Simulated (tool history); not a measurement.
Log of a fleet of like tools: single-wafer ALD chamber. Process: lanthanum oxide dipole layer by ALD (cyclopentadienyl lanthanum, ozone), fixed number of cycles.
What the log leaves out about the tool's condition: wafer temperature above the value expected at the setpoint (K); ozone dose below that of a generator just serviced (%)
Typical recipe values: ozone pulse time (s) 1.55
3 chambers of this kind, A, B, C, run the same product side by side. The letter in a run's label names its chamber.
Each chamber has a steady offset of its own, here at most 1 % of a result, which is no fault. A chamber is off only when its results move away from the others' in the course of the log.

run   hour  ozone pulse time (s)  hours since the last thermocouple change  hours since the last ozone generator service  read-back reference wafer on the same gauge, thickness_nm  mean film thickness on the monitor wafer (nm)
 1A    4.2                  1.55                                    1825.2                                         309.3                                                    0.63476                                        0.54898
 2C    7.8                  1.55                                     564.7                                         603.7                                                    0.63535                                        0.55488
 3B   14.7                  1.55                                    2766.2                                         729.8                                                    0.63551                                        0.54827
 4C   17.9                  1.55                                     574.8                                         613.8                                                    0.63658                                        0.55425
 5A   24.4                  1.55                                    1845.4                                         329.5                                                    0.63553                                        0.54758
 6B   29.4                  1.55                                    2780.9                                         744.5                                                    0.63576                                        0.56178
      29.5  -- chamber B: thermocouple changed; heater temperature recalibrated
 7B   33.4                  1.55                                       4.0                                         748.5                                                    0.63617                                        0.55560
 8C   36.6                  1.55                                     593.5                                         632.5                                                    0.63578                                        0.55673
 9A   42.2                  1.55                                    1863.2                                         347.3                                                    0.63646                                        0.54217
10A   46.7                  1.55                                    1867.7                                         351.8                                                    0.63554                                        0.54503
11B   53.2                  2.03                                      23.8                                         768.3                                                    0.63665                                        0.57148
12C   57.0                  2.03                                     613.9                                         652.9                                                    0.63586                                        0.57188
13A   62.6                  2.03                                    1883.6                                         367.7                                                    0.63570                                        0.56193
14B   66.5                  1.55                                      37.1                                         781.6                                                    0.63548                                        0.54965
15C   71.6                  1.55                                     628.5                                         667.5                                                    0.63617                                        0.55476
16B   75.9                  1.25                                      46.5                                         791.0                                                    0.63590                                        0.53398
17C   79.0                  1.25                                     635.9                                         674.9                                                    0.63537                                        0.53614
18A   82.4                  1.25                                    1903.4                                         387.5                                                    0.63575                                        0.51815
19C   88.7                  1.55                                     645.6                                         684.6                                                    0.63645                                        0.54620
20B   94.7                  1.55                                      65.3                                         809.8                                                    0.63564                                        0.55143
21A  101.4                  1.85                                    1922.4                                         406.5                                                    0.63653                                        0.56064
22A  106.5                  1.85                                    1927.5                                         411.6                                                    0.63570                                        0.56063
23C  112.2                  1.85                                     669.1                                         708.1                                                    0.63674                                        0.56209
24B  115.4                  1.79                                      86.0                                         830.5                                                    0.63578                                        0.56825
25B  121.3                  1.79                                      91.9                                         836.4                                                    0.63691                                        0.56672
26C  124.6                  1.79                                     681.5                                         720.5                                                    0.63645                                        0.56075
27A  129.4                  1.55                                    1950.4                                         434.5                                                    0.63645                                        0.54769
28B  134.8                  1.55                                     105.4                                         849.9                                                    0.63586                                        0.56162
29C  139.0                  1.55                                     695.9                                         734.9                                                    0.63601                                        0.53984
30A  145.1                  1.97                                    1966.1                                         450.2                                                    0.63576                                        0.55538
31B  150.5                  1.97                                     121.1                                         865.6                                                    0.63524                                        0.57590
32C  157.4                  1.97                                     714.3                                         753.3                                                    0.63616                                        0.55822
33A  164.1                  1.55                                    1985.1                                         469.2                                                    0.63593                                        0.54428
34C  168.8                  1.55                                     725.7                                         764.7                                                    0.63624                                        0.52910
35B  175.6                  1.55                                     146.2                                         890.7                                                    0.63578                                        0.54995
36A  180.6                  1.55                                    2001.6                                         485.7                                                    0.63678                                        0.54871
37A  187.4                  1.55                                    2008.4                                         492.5                                                    0.63593                                        0.53900
38C  192.0                  1.81                                     748.9                                         787.9                                                    0.63568                                        0.53943
39B  195.4                  1.81                                     166.0                                         910.5                                                    0.63531                                        0.56851

Is one chamber out of step, is the gauge drifting, or do the chambers differ by no more than their own small offsets? For an off chamber, give its letter and the likeliest cause.

Chamber C drifts away from the others.
What lies behind it: ozone dose below that of a generator just serviced (%) = 31.4.

Which of the 4 candidates below, each the usual settings with something changed and its results left as question marks, puts chamber C back in line with what the other chambers give on the usual settings?
Allowed miss from the other chambers' usual-settings mean, per result, to count as in line: mean film thickness on the monitor wafer (nm) 0.01000
40C-1  200.5                  1.27                                                                                                                                                                                                 ?
40C-2  200.5                  1.37                                                                                                                                                                                                 ?
40C-3  200.5                  1.73                                                                                                                                                                                                 ?
40C-4  200.5                  2.05                                                                                                                                                                                                 ?

Average result of the remaining chambers running the usual settings: mean film thickness on the monitor wafer (nm) 0.55035
  run  mean film thickness on the monitor wafer (nm)
40C-1                                        0.48632
40C-2                                        0.49862
40C-3                                        0.53144
40C-4                                        0.54988
With 40C-4, the chamber falls back in line with the rest.
